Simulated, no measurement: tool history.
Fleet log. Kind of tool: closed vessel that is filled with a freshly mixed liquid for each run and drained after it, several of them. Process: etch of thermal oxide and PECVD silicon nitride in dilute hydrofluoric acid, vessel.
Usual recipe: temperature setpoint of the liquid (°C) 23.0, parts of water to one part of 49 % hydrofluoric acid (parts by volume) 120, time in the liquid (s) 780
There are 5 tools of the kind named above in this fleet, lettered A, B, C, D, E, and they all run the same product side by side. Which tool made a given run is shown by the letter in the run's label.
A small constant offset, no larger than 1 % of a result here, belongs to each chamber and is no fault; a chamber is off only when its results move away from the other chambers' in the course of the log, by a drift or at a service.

run,hour,temperature setpoint of the liquid (°C),parts of water to one part of 49 % hydrofluoric acid (parts by volume),time in the liquid (s),"read-back film thickness of the thermal oxide reference wafer, read on the same gauge (nm)","read-back film thickness of the PECVD silicon nitride reference wafer, read on the same gauge (nm)",thickness taken off the thermal oxide on a monitor wafer (angstrom),thickness taken off the PECVD silicon nitride on a monitor wafer (angstrom)
1A,10.3,23.0,120,780,119.97,80.016,284.18,288.66
2E,20.2,23.0,120,780,120.01,79.971,286.06,285.63
3C,31.3,23.0,120,780,119.98,79.987,284.95,296.99
4B,44.9,23.0,120,780,120.03,79.974,282.68,290.37
5D,54.8,23.0,120,780,120.01,79.982,283.08,294.16
6D,64.9,23.0,120,780,120.01,79.991,283.42,290.29
7B,75.8,23.0,120,780,120.05,79.997,280.51,287.33
# hour 78.3: chamber C: thermometer replaced
8A,88.0,23.0,120,780,119.99,80.022,283.40,289.51
9C,94.0,23.0,120,780,119.97,80.010,286.48,288.44
10E,107.1,23.0,120,780,120.03,79.997,289.03,290.63
11E,118.6,23.0,120,780,119.99,79.982,280.55,288.17
12C,130.6,23.0,120,780,119.96,80.014,288.04,293.71
13A,142.0,23.0,120,780,120.00,80.023,290.27,293.36
14B,149.9,23.0,120,780,120.01,80.001,284.70,290.01
15D,158.5,23.0,120,780,119.98,79.978,283.39,292.90
16A,164.5,27.5,120,1050,119.97,80.029,476.34,532.11
# hour 169.5: chamber B: thermometer replaced
17B,175.1,27.5,120,1050,120.03,79.989,454.28,525.91
18D,181.3,27.5,120,1050,119.99,79.979,454.33,513.46
19C,190.9,27.5,120,1050,119.96,80.016,457.68,511.06
20E,198.7,27.5,120,1050,120.01,80.010,459.50,522.43
21C,210.4,23.0,120,780,120.01,80.005,282.60,294.34
22E,218.4,23.0,120,780,120.07,80.009,281.61,283.87
23A,229.9,23.0,120,780,120.01,80.032,293.16,301.55
24B,237.7,23.0,120,780,119.98,79.996,284.61,293.99
25D,245.4,25.0,120,425,120.05,79.981,164.50,180.98
26A,258.0,25.0,120,425,119.97,79.990,180.09,189.63
27D,264.4,25.0,120,425,119.98,80.008,165.69,181.45
28C,271.5,25.0,120,425,120.05,80.003,167.95,179.79
29E,281.2,25.0,120,425,120.02,80.015,162.59,179.19
30B,292.9,23.0,120,780,119.99,80.000,283.99,288.66
31C,302.2,23.0,120,780,120.00,80.000,284.00,286.83
32B,314.9,23.0,120,780,120.01,80.011,282.10,293.88
33D,324.8,23.0,120,780,119.98,80.003,287.58,287.93
34E,333.4,23.0,150,955,120.02,79.995,271.67,286.62
35A,346.4,23.0,150,955,120.00,79.996,294.07,311.38
# hour 347.2: chamber D: hydrofluoric acid flow meter replaced
36E,356.1,23.0,150,955,120.01,79.981,272.08,284.90
37D,364.9,23.0,150,955,120.01,80.021,267.55,288.06
38A,374.3,23.0,150,955,120.02,80.001,305.69,308.68
39B,387.1,26.5,120,780,119.96,80.002,326.95,360.62
40C,393.8,26.5,120,780,119.98,79.988,328.90,360.85

Has any chamber moved away from the others, gradually or after a service, or does the common gauge drift, or do the chambers differ only by their own small steady offsets? State the chamber and the most likely cause if one applies.

It is chamber A that slowly wanders off from its peers.
What lies behind it: hydrofluoric acid flow above the setpoint (%) = 11.2.

Chamber A could run next with any of the 4 candidate recipes listed below; each alters the usual settings, and their results appear as question marks. Which one brings its results back in line with what the other chambers deliver on the usual settings?
In line means no further than this from the other chambers' mean on the usual settings: thickness taken off the thermal oxide on a monitor wafer (angstrom) 9.20; thickness taken off the PECVD silicon nitride on a monitor wafer (angstrom) 9.90
41A-1,403.6,23.5,130,740,,,?,?
41A-2,403.6,23.0,125,765,,,?,?
41A-3,403.6,22.5,110,820,,,?,?
41A-4,403.6,23.0,115,795,,,?,?

Other chambers, usual settings, mean: thickness taken off the thermal oxide on a monitor wafer (angstrom) 283.94; thickness taken off the PECVD silicon nitride on a monitor wafer (angstrom) 290.40
run,thickness taken off the thermal oxide on a monitor wafer (angstrom),thickness taken off the PECVD silicon nitride on a monitor wafer (angstrom)
41A-1,282.49,288.36
41A-2,299.52,299.95
41A-3,364.31,353.60
41A-4,342.43,338.79
It is 41A-1 that realigns the chamber with its peers.

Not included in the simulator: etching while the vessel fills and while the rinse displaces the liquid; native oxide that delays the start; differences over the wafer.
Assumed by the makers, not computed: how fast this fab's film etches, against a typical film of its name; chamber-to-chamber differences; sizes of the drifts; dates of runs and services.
